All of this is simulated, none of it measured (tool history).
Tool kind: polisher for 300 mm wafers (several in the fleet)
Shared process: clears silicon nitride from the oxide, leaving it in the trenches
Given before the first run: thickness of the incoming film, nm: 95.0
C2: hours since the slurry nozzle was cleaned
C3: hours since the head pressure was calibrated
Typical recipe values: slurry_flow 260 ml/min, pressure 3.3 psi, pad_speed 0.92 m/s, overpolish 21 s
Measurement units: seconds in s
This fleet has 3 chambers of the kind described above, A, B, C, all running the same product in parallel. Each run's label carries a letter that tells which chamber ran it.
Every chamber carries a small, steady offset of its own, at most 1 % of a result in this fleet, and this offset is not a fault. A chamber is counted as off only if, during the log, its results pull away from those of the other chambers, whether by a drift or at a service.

run 1C hour=6.5 | slurry_flow=260 pressure=3.3 pad_speed=0.92 overpolish=21 | wafers_polished_on_this_pad=607 C2=329.4 C3=467.8 | seconds=107.66
-- hour=13.8 chamber B: worn pad replaced by a new one
run 2B hour=14.3 | slurry_flow=260 pressure=3.3 pad_speed=0.92 overpolish=21 | wafers_polished_on_this_pad=4 C2=159.7 C3=181.8 | seconds=107.89
run 3A hour=20.1 | slurry_flow=260 pressure=3.3 pad_speed=0.92 overpolish=21 | wafers_polished_on_this_pad=249 C2=106 C3=781.7 | seconds=109.09
run 4B hour=25.6 | slurry_flow=260 pressure=3.3 pad_speed=0.92 overpolish=21 | wafers_polished_on_this_pad=108 C2=171 C3=193.1 | seconds=106.83
-- hour=30 chamber C: head pressure recalibrated
run 5C hour=36 | slurry_flow=260 pressure=3.3 pad_speed=0.92 overpolish=21 | wafers_polished_on_this_pad=878 C2=358.9 C3=6.1 | seconds=105.31
run 6A hour=45.9 | slurry_flow=260 pressure=3.3 pad_speed=0.92 overpolish=21 | wafers_polished_on_this_pad=486 C2=131.8 C3=807.5 | seconds=105.2
run 7B hour=51.3 | slurry_flow=260 pressure=3.3 pad_speed=1.14 overpolish=21 | wafers_polished_on_this_pad=344 C2=196.7 C3=218.8 | seconds=86.421
run 8C hour=60.3 | slurry_flow=260 pressure=3.3 pad_speed=1.14 overpolish=21 | wafers_polished_on_this_pad=1101 C2=383.2 C3=30.4 | seconds=85.211
run 9A hour=68.5 | slurry_flow=260 pressure=3.3 pad_speed=1.14 overpolish=21 | wafers_polished_on_this_pad=693 C2=154.4 C3=830.1 | seconds=85.916
run 10A hour=77.8 | slurry_flow=260 pressure=3.3 pad_speed=0.92 overpolish=21 | wafers_polished_on_this_pad=778 C2=163.7 C3=839.4 | seconds=108.62
run 11C hour=83.6 | slurry_flow=260 pressure=4 pad_speed=0.92 overpolish=15 | wafers_polished_on_this_pad=1314 C2=406.5 C3=53.7 | seconds=88.884
run 12B hour=93.5 | slurry_flow=260 pressure=4 pad_speed=0.92 overpolish=15 | wafers_polished_on_this_pad=731 C2=238.9 C3=261 | seconds=88.812
run 13A hour=98.5 | slurry_flow=260 pressure=4 pad_speed=0.92 overpolish=15 | wafers_polished_on_this_pad=968 C2=184.4 C3=860.1 | seconds=89.227
run 14B hour=107.3 | slurry_flow=260 pressure=3.3 pad_speed=0.92 overpolish=21 | wafers_polished_on_this_pad=857 C2=252.7 C3=274.8 | seconds=108.5
-- hour=108.2 chamber C: worn pad replaced by a new one
-- hour=114.5 chamber B: worn pad replaced by a new one
run 15C hour=116.9 | slurry_flow=260 pressure=3.3 pad_speed=0.92 overpolish=21 | wafers_polished_on_this_pad=80 C2=439.8 C3=87 | seconds=106.43
run 16A hour=124.4 | slurry_flow=260 pressure=3.3 pad_speed=0.92 overpolish=11 | wafers_polished_on_this_pad=1205 C2=210.3 C3=886 | seconds=105.41
run 17C hour=129.2 | slurry_flow=260 pressure=3.3 pad_speed=0.92 overpolish=11 | wafers_polished_on_this_pad=192 C2=452.1 C3=99.3 | seconds=106.11
-- hour=132.8 chamber B: head pressure recalibrated
run 18B hour=136.6 | slurry_flow=260 pressure=3.3 pad_speed=0.92 overpolish=11 | wafers_polished_on_this_pad=203 C2=282 C3=3.8 | seconds=124.68
run 19A hour=144.5 | slurry_flow=260 pressure=3.3 pad_speed=0.92 overpolish=21 | wafers_polished_on_this_pad=1390 C2=230.4 C3=906.1 | seconds=108.53
run 20B hour=152.9 | slurry_flow=260 pressure=3.8 pad_speed=0.92 overpolish=29 | wafers_polished_on_this_pad=352 C2=298.3 C3=20.1 | seconds=107.14
run 21C hour=163.7 | slurry_flow=260 pressure=3.8 pad_speed=0.92 overpolish=29 | wafers_polished_on_this_pad=509 C2=486.6 C3=133.8 | seconds=92.903
-- hour=167.9 chamber A: worn pad replaced by a new one
run 22B hour=171.5 | slurry_flow=260 pressure=3.8 pad_speed=0.92 overpolish=29 | wafers_polished_on_this_pad=523 C2=316.9 C3=38.7 | seconds=106.3
run 23C hour=178.6 | slurry_flow=260 pressure=3.3 pad_speed=0.92 overpolish=21 | wafers_polished_on_this_pad=645 C2=501.5 C3=148.7 | seconds=108.09
run 24A hour=185.1 | slurry_flow=260 pressure=3.3 pad_speed=0.92 overpolish=21 | wafers_polished_on_this_pad=158 C2=271 C3=946.7 | seconds=106.14
run 25A hour=192.4 | slurry_flow=260 pressure=3.3 pad_speed=0.92 overpolish=21 | wafers_polished_on_this_pad=225 C2=278.3 C3=954 | seconds=108.16
run 26C hour=198.7 | slurry_flow=260 pressure=3.3 pad_speed=0.92 overpolish=21 | wafers_polished_on_this_pad=830 C2=521.6 C3=168.8 | seconds=107.6
-- hour=205.1 chamber B: worn pad replaced by a new one
run 27B hour=207 | slurry_flow=260 pressure=3.3 pad_speed=0.92 overpolish=21 | wafers_polished_on_this_pad=18 C2=352.4 C3=74.2 | seconds=121.07
run 28A hour=213.9 | slurry_flow=325 pressure=3.3 pad_speed=0.92 overpolish=13 | wafers_polished_on_this_pad=422 C2=299.8 C3=975.5 | seconds=107.35
run 29B hour=224.6 | slurry_flow=325 pressure=3.3 pad_speed=0.92 overpolish=13 | wafers_polished_on_this_pad=179 C2=370 C3=91.8 | seconds=118.78
run 30C hour=233.7 | slurry_flow=325 pressure=3.3 pad_speed=0.92 overpolish=13 | wafers_polished_on_this_pad=1151 C2=556.6 C3=203.8 | seconds=105.34
run 31A hour=240.3 | slurry_flow=260 pressure=3.3 pad_speed=0.92 overpolish=21 | wafers_polished_on_this_pad=664 C2=326.2 C3=1001.9 | seconds=106.11
run 32B hour=246 | slurry_flow=260 pressure=3.3 pad_speed=0.92 overpolish=21 | wafers_polished_on_this_pad=375 C2=391.4 C3=113.2 | seconds=122.42

For the next run the whole fleet of 3 chambers uses the same settings. Give each chamber's results:
run 33A hour=253.7 | slurry_flow=260 pressure=3.3 pad_speed=0.92 overpolish=21 | seconds=?
run 33B hour=253.7 | slurry_flow=260 pressure=3.3 pad_speed=0.92 overpolish=21 | seconds=?
run 33C hour=253.7 | slurry_flow=260 pressure=3.3 pad_speed=0.92 overpolish=21 | seconds=?

run=33A seconds=106.47
run=33B seconds=123.61
run=33C seconds=106.48

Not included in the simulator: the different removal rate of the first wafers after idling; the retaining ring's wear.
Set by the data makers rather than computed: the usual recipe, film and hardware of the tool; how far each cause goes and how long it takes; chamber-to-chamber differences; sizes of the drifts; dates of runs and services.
